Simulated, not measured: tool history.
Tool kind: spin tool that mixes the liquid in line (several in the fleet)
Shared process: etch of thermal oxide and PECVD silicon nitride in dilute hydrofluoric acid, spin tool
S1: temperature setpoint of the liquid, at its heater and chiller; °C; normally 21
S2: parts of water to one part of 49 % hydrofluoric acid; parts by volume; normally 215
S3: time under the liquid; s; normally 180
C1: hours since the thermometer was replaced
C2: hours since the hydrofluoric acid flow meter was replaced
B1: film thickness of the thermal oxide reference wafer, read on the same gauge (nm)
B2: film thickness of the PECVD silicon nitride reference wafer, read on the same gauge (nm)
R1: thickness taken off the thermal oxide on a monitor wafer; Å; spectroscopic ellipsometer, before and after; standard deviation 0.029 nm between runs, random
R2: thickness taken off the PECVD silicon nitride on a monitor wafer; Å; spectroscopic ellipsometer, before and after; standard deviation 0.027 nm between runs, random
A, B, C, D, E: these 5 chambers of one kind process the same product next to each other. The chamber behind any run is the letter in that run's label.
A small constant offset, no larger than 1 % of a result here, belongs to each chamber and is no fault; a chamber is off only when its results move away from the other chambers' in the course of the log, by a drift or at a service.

{"run": "1E", "day": 0.283, "S1": 21, "S2": 215, "S3": 180, "C1": 1162, "C2": 210.9, "B1": 89.992, "B2": 99.992, "R1": 31.655, "R2": 14.715}
{"run": "2B", "day": 0.888, "S1": 21, "S2": 215, "S3": 180, "C1": 1578.6, "C2": 74.1, "B1": 90.014, "B2": 100.03, "R1": 31.855, "R2": 14.569}
{"run": "3A", "day": 1.292, "S1": 21, "S2": 215, "S3": 180, "C1": 376.6, "C2": 372.9, "B1": 90.024, "B2": 100.01, "R1": 31.833, "R2": 14.704}
{"run": "4C", "day": 1.738, "S1": 21, "S2": 215, "S3": 180, "C1": 1484.5, "C2": 947.5, "B1": 89.983, "B2": 100.01, "R1": 31.365, "R2": 14.371}
{"run": "5D", "day": 2.242, "S1": 21, "S2": 215, "S3": 180, "C1": 1215.5, "C2": 1084.1, "B1": 90.017, "B2": 100, "R1": 31.535, "R2": 14.567}
{"run": "6A", "day": 2.683, "S1": 21, "S2": 215, "S3": 180, "C1": 410, "C2": 406.3, "B1": 90.006, "B2": 100.01, "R1": 32.011, "R2": 14.526}
{"run": "7D", "day": 3.271, "S1": 21, "S2": 215, "S3": 180, "C1": 1240.2, "C2": 1108.8, "B1": 90.003, "B2": 100.02, "R1": 31.728, "R2": 14.401}
{"run": "8B", "day": 3.792, "S1": 21, "S2": 215, "S3": 180, "C1": 1648.3, "C2": 143.8, "B1": 89.982, "B2": 99.988, "R1": 31.472, "R2": 14.97}
{"run": "9C", "day": 4.3, "S1": 21, "S2": 215, "S3": 180, "C1": 1546, "C2": 1009, "B1": 89.989, "B2": 99.99, "R1": 31.893, "R2": 14.647}
{"run": "10E", "day": 4.662, "S1": 21, "S2": 215, "S3": 180, "C1": 1267.1, "C2": 316, "B1": 89.964, "B2": 100, "R1": 32, "R2": 14.685}
{"run": "11A", "day": 5.2, "S1": 21, "S2": 215, "S3": 180, "C1": 470.4, "C2": 466.7, "B1": 90.001, "B2": 99.999, "R1": 31.294, "R2": 14.347}
{"run": "12B", "day": 5.592, "S1": 21, "S2": 215, "S3": 180, "C1": 1691.5, "C2": 187, "B1": 90.005, "B2": 100.02, "R1": 32.612, "R2": 15.029}
{"run": "13C", "day": 6.121, "S1": 21, "S2": 215, "S3": 180, "C1": 1589.7, "C2": 1052.7, "B1": 89.986, "B2": 99.998, "R1": 31.535, "R2": 15.186}
{"day": 6.329, "done": "chamber A: hydrofluoric acid flow meter replaced"}
{"run": "14D", "day": 6.512, "S1": 21, "S2": 215, "S3": 180, "C1": 1318, "C2": 1186.6, "B1": 90.013, "B2": 100, "R1": 31.863, "R2": 14.732}
{"run": "15E", "day": 6.85, "S1": 21, "S2": 295, "S3": 180, "C1": 1319.6, "C2": 368.5, "B1": 89.994, "B2": 100, "R1": 21.736, "R2": 10.667}
{"run": "16A", "day": 7.233, "S1": 21, "S2": 295, "S3": 180, "C1": 519.2, "C2": 21.7, "B1": 89.995, "B2": 99.993, "R1": 21.232, "R2": 10.663}
{"run": "17D", "day": 7.538, "S1": 21, "S2": 295, "S3": 180, "C1": 1342.6, "C2": 1211.2, "B1": 89.967, "B2": 100.01, "R1": 21.207, "R2": 10.93}
{"run": "18C", "day": 7.846, "S1": 21, "S2": 295, "S3": 180, "C1": 1631.1, "C2": 1094.1, "B1": 90.015, "B2": 100.01, "R1": 21.264, "R2": 10.35}
{"run": "19B", "day": 8.358, "S1": 21, "S2": 295, "S3": 180, "C1": 1757.9, "C2": 253.4, "B1": 89.985, "B2": 99.994, "R1": 22.25, "R2": 11.277}
{"run": "20E", "day": 8.888, "S1": 21, "S2": 215, "S3": 180, "C1": 1368.5, "C2": 417.4, "B1": 90.001, "B2": 99.997, "R1": 31.405, "R2": 14.252}
{"run": "21D", "day": 9.338, "S1": 21, "S2": 215, "S3": 180, "C1": 1385.8, "C2": 1254.4, "B1": 89.998, "B2": 99.998, "R1": 31.379, "R2": 14.505}
{"run": "22E", "day": 9.742, "S1": 19, "S2": 215, "S3": 180, "C1": 1389, "C2": 437.9, "B1": 90.016, "B2": 99.999, "R1": 29.561, "R2": 12.987}
{"day": 10.008, "done": "chamber D: hydrofluoric acid flow meter replaced"}
{"run": "23C", "day": 10.133, "S1": 19, "S2": 215, "S3": 180, "C1": 1686, "C2": 1149, "B1": 90, "B2": 100.01, "R1": 29.11, "R2": 12.669}
{"run": "24B", "day": 10.733, "S1": 19, "S2": 215, "S3": 180, "C1": 1814.9, "C2": 310.4, "B1": 90.019, "B2": 100.02, "R1": 30.845, "R2": 13.684}
{"run": "25A", "day": 11.35, "S1": 19, "S2": 215, "S3": 180, "C1": 618, "C2": 120.5, "B1": 90.018, "B2": 100.02, "R1": 29.494, "R2": 12.527}
{"run": "26A", "day": 11.629, "S1": 19, "S2": 215, "S3": 180, "C1": 624.7, "C2": 127.2, "B1": 90.006, "B2": 99.981, "R1": 29.708, "R2": 12.717}
{"run": "27B", "day": 12.133, "S1": 21, "S2": 215, "S3": 180, "C1": 1848.5, "C2": 344, "B1": 90.005, "B2": 99.996, "R1": 33.418, "R2": 15.946}
{"run": "28C", "day": 12.642, "S1": 21, "S2": 215, "S3": 180, "C1": 1746.2, "C2": 1209.2, "B1": 89.999, "B2": 100, "R1": 31.27, "R2": 14.815}
{"run": "29E", "day": 13.262, "S1": 21, "S2": 215, "S3": 180, "C1": 1473.5, "C2": 522.4, "B1": 90.03, "B2": 100.01, "R1": 31.758, "R2": 14.781}
{"run": "30D", "day": 13.617, "S1": 21, "S2": 215, "S3": 180, "C1": 1488.5, "C2": 86.6, "B1": 90.003, "B2": 100.03, "R1": 31.271, "R2": 14.748}
{"run": "31C", "day": 13.996, "S1": 21, "S2": 215, "S3": 180, "C1": 1778.7, "C2": 1241.7, "B1": 90.004, "B2": 100.02, "R1": 31.519, "R2": 14.868}

For the next run the whole fleet of 5 chambers uses the same settings. Give each chamber's results:
{"run": "32A", "day": 14.442, "S1": 21, "S2": 215, "S3": 180, "R1": "?", "R2": "?"}
{"run": "32B", "day": 14.442, "S1": 21, "S2": 215, "S3": 180, "R1": "?", "R2": "?"}
{"run": "32C", "day": 14.442, "S1": 21, "S2": 215, "S3": 180, "R1": "?", "R2": "?"}
{"run": "32D", "day": 14.442, "S1": 21, "S2": 215, "S3": 180, "R1": "?", "R2": "?"}
{"run": "32E", "day": 14.442, "S1": 21, "S2": 215, "S3": 180, "R1": "?", "R2": "?"}

run=32A R1=31.892 R2=14.577
run=32B R1=34.156 R2=16.411
run=32C R1=31.692 R2=14.41
run=32D R1=31.13 R2=15.316
run=32E R1=32.335 R2=14.467
